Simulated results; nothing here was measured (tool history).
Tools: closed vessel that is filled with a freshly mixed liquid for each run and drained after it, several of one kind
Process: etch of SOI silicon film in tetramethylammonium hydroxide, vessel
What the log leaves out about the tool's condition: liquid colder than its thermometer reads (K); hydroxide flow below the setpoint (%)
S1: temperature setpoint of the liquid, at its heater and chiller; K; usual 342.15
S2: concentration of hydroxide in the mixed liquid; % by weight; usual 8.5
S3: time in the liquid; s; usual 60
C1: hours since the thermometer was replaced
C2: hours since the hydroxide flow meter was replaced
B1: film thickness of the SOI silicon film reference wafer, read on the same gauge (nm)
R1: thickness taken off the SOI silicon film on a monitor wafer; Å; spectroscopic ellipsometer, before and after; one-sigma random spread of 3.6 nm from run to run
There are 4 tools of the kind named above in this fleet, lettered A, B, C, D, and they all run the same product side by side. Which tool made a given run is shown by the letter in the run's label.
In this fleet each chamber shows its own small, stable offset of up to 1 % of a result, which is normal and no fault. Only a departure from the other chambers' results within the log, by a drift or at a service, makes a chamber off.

Run 1B, day 0.133: usual settings; C1 1500.6; C2 56.0; B1 30.005. Result: R1 4266.9 Å.
At day 0.138: chamber C: thermometer replaced.
Run 2C, day 0.212: usual settings; C1 1.9; C2 972.5; B1 30.009. Result: R1 4253.0 Å.
Run 3D, day 0.362: usual settings; C1 528.9; C2 2375.0; B1 29.998. Result: R1 4225.2 Å.
Run 4A, day 0.458: usual settings; C1 1488.2; C2 928.3; B1 30.022. Result: R1 4228.1 Å.
Run 5B, day 0.612: usual settings; C1 1512.1; C2 67.5; B1 29.999. Result: R1 4297.9 Å.
Run 6D, day 0.767: usual settings; C1 538.6; C2 2384.7; B1 29.988. Result: R1 4239.1 Å.
Run 7A, day 0.917: usual settings but S1 348.65 K; C1 1499.2; C2 939.3; B1 29.996. Result: R1 6340.3 Å.
Run 8C, day 1.029: usual settings but S1 348.65 K; C1 21.5; C2 992.1; B1 29.980. Result: R1 6271.5 Å.
Run 9B, day 1.175: usual settings but S1 348.65 K; C1 1525.6; C2 81.0; B1 30.052. Result: R1 6171.9 Å.
Run 10A, day 1.308: usual settings but S1 348.65 K; C1 1508.6; C2 948.7; B1 29.999. Result: R1 6225.9 Å.
Run 11D, day 1.425: usual settings; C1 554.4; C2 2400.5; B1 29.979. Result: R1 4227.3 Å.
Run 12C, day 1.504: usual settings; C1 32.9; C2 1003.5; B1 29.993. Result: R1 4202.7 Å.
Run 13B, day 1.583: usual settings; C1 1535.4; C2 90.8; B1 30.022. Result: R1 4215.9 Å.
Run 14D, day 1.688: usual settings; C1 560.7; C2 2406.8; B1 30.008. Result: R1 4200.6 Å.
Run 15C, day 1.796: usual settings; C1 39.9; C2 1010.5; B1 30.006. Result: R1 4198.9 Å.
Run 16A, day 1.921: usual settings; C1 1523.3; C2 963.4; B1 29.980. Result: R1 4261.9 Å.
Run 17A, day 2.067: usual settings; C1 1526.8; C2 966.9; B1 30.006. Result: R1 4268.1 Å.
Run 18B, day 2.238: usual settings; C1 1551.1; C2 106.5; B1 29.994. Result: R1 4347.1 Å.
Run 19C, day 2.404: usual settings but S1 349.15 K, S3 30 s; C1 54.5; C2 1025.1; B1 29.968. Result: R1 3142.5 Å.
Run 20D, day 2.517: usual settings but S1 349.15 K, S3 30 s; C1 580.6; C2 2426.7; B1 30.015. Result: R1 3212.6 Å.
Run 21D, day 2.688: usual settings but S1 349.15 K, S3 30 s; C1 584.7; C2 2430.8; B1 30.013. Result: R1 3238.2 Å.
Run 22C, day 2.804: usual settings but S1 349.15 K, S3 30 s; C1 64.1; C2 1034.7; B1 30.032. Result: R1 3190.0 Å.
Run 23B, day 2.908: usual settings; C1 1567.2; C2 122.6; B1 30.035. Result: R1 4298.8 Å.
Run 24A, day 3.071: usual settings but S1 339.65 K; C1 1550.9; C2 991.0; B1 29.981. Result: R1 3539.0 Å.
Run 25A, day 3.225: usual settings but S1 339.65 K; C1 1554.6; C2 994.7; B1 30.016. Result: R1 3524.9 Å.
At day 3.383: chamber D: hydroxide flow meter replaced.
Run 26D, day 3.388: usual settings but S1 339.65 K; C1 601.5; C2 0.1; B1 30.005. Result: R1 3644.0 Å.
Run 27B, day 3.517: usual settings but S1 339.65 K; C1 1581.8; C2 137.2; B1 30.035. Result: R1 3674.1 Å.
Run 28C, day 3.617: usual settings; C1 83.6; C2 1054.2; B1 29.983. Result: R1 4207.4 Å.
Run 29B, day 3.721: usual settings; C1 1586.7; C2 142.1; B1 30.009. Result: R1 4304.6 Å.
Run 30D, day 3.879: usual settings; C1 613.3; C2 11.9; B1 30.007. Result: R1 4188.0 Å.
Run 31C, day 3.975: usual settings; C1 92.2; C2 1062.8; B1 29.953. Result: R1 4236.8 Å.
Run 32A, day 4.108: usual settings; C1 1575.8; C2 1015.9; B1 30.006. Result: R1 3996.3 Å.
At day 4.112: chamber A: hydroxide flow meter replaced.
Run 33A, day 4.225: usual settings; C1 1578.6; C2 2.8; B1 29.980. Result: R1 3964.9 Å.
Run 34C, day 4.371: usual settings; C1 101.7; C2 1072.3; B1 29.963. Result: R1 4263.3 Å.
Run 35B, day 4.458: usual settings; C1 1604.4; C2 159.8; B1 30.003. Result: R1 4188.0 Å.
Run 36D, day 4.579: usual settings; C1 630.1; C2 28.7; B1 30.007. Result: R1 4235.1 Å.
Run 37D, day 4.671: usual settings but S1 345.65 K, S3 35 s; C1 632.3; C2 30.9; B1 29.979. Result: R1 3043.7 Å.
Run 38A, day 4.838: usual settings but S1 345.65 K, S3 35 s; C1 1593.3; C2 17.5; B1 30.015. Result: R1 2826.6 Å.
Run 39C, day 5.000: usual settings but S1 345.65 K, S3 35 s; C1 116.8; C2 1087.4; B1 29.967. Result: R1 3027.5 Å.
Run 40B, day 5.121: usual settings but S1 345.65 K, S3 35 s; C1 1620.3; C2 175.7; B1 29.999. Result: R1 3078.2 Å.
Run 41C, day 5.275: usual settings but S2 7.5 % by weight; C1 123.4; C2 1094.0; B1 29.988. Result: R1 4362.0 Å.
Run 42A, day 5.412: usual settings but S2 7.5 % by weight; C1 1607.1; C2 31.3; B1 29.963. Result: R1 4037.8 Å.
Run 43D, day 5.496: usual settings but S2 7.5 % by weight; C1 652.1; C2 50.7; B1 30.026. Result: R1 4417.1 Å.

All 4 chambers run these settings next. Forecast each chamber's results:
Run 44A, day 5.625: usual settings but S1 337.65 K. Result: R1 ?.
Run 44B, day 5.625: usual settings but S1 337.65 K. Result: R1 ?.
Run 44C, day 5.625: usual settings but S1 337.65 K. Result: R1 ?.
Run 44D, day 5.625: usual settings but S1 337.65 K. Result: R1 ?.

run      R1
44A  2901.1
44B  3295.5
44C  3237.8
44D  3219.3
